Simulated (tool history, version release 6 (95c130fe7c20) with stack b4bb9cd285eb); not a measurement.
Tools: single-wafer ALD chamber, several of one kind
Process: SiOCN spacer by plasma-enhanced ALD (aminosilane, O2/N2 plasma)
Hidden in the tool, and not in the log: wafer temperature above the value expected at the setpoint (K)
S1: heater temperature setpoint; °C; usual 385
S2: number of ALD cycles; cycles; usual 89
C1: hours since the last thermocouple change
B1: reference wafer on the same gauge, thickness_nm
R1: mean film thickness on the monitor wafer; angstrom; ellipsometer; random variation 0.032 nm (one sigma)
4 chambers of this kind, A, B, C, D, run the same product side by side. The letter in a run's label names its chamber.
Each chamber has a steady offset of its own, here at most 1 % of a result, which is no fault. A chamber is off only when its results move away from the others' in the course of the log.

| run | day | S1 | S2 | C1 | B1 | R1 |
|---|---|---|---|---|---|---|
| 1C | 0.546 | 385 | 89 | 736.2 | 6.0044 | 53.677 |
| 2D | 1.058 | 385 | 89 | 323.7 | 5.9901 | 54.15 |
| 3B | 1.442 | 385 | 89 | 552.8 | 5.9938 | 53.528 |
| 4A | 1.792 | 385 | 89 | 283.3 | 6.0057 | 53.665 |
| 5B | 2.121 | 385 | 89 | 569.1 | 6.0011 | 53.905 |
| 6C | 2.675 | 385 | 89 | 787.3 | 5.9985 | 53.988 |
| 7A | 3.038 | 385 | 89 | 313.2 | 6 | 53.4 |
| 8D | 3.558 | 385 | 89 | 383.7 | 6.0063 | 54.463 |
| 9C | 4.121 | 385 | 89 | 822 | 5.9979 | 54.051 |
| 10A | 4.425 | 385 | 89 | 346.5 | 6.0021 | 53.418 |
| 11D | 4.967 | 385 | 89 | 417.5 | 6.0017 | 54.446 |
| 12B | 5.425 | 385 | 74 | 648.4 | 5.9961 | 44.558 |
| 13B | 5.862 | 385 | 74 | 658.9 | 6.0041 | 44.016 |
| 14D | 6.275 | 385 | 74 | 448.9 | 6.0029 | 44.728 |
| 15C | 6.742 | 385 | 74 | 884.9 | 6.002 | 44.453 |
| 16A | 7.258 | 385 | 89 | 414.5 | 6.0022 | 54.198 |
| 17A | 7.796 | 385 | 89 | 427.4 | 5.9979 | 54.134 |
| 18B | 8.054 | 385 | 89 | 711.5 | 6.0058 | 53.527 |
| 19D | 8.442 | 385 | 89 | 500.9 | 5.9944 | 54.022 |
| 20C | 8.829 | 385 | 89 | 935 | 5.9972 | 53.728 |
| 21D | 9.175 | 385 | 89 | 518.5 | 6.0033 | 54.542 |
| 22A | 9.7 | 385 | 89 | 473.1 | 5.9957 | 53.529 |
| 23C | 10.154 | 385 | 89 | 966.8 | 6.0092 | 53.634 |
| 24B | 10.542 | 385 | 89 | 771.2 | 6.0109 | 53.497 |
| 25A | 10.942 | 385 | 89 | 502.9 | 5.9928 | 54.023 |
| 26C | 11.279 | 385 | 89 | 993.8 | 6.0036 | 52.949 |
| 27D | 11.738 | 385 | 89 | 580 | 5.9915 | 53.913 |
| 28B | 12.242 | 385 | 89 | 812 | 6.005 | 53.11 |
| 29B | 12.696 | 396 | 97 | 822.9 | 6.0041 | 58.133 |
| 30C | 12.988 | 396 | 97 | 1034.8 | 5.9966 | 58.712 |
| 31D | 13.462 | 396 | 97 | 621.4 | 5.9995 | 58.489 |
| 32A | 13.938 | 396 | 97 | 574.8 | 6.0015 | 58.345 |
| 33A | 14.425 | 385 | 89 | 586.5 | 6.0002 | 53.289 |

What goes on in this fleet: one chamber off, a drifting gauge, or nothing beyond the chambers' own small offsets? Name the chamber and the cause, if any.

No chamber stands off beyond its own small offset, and the gauge holds steady.

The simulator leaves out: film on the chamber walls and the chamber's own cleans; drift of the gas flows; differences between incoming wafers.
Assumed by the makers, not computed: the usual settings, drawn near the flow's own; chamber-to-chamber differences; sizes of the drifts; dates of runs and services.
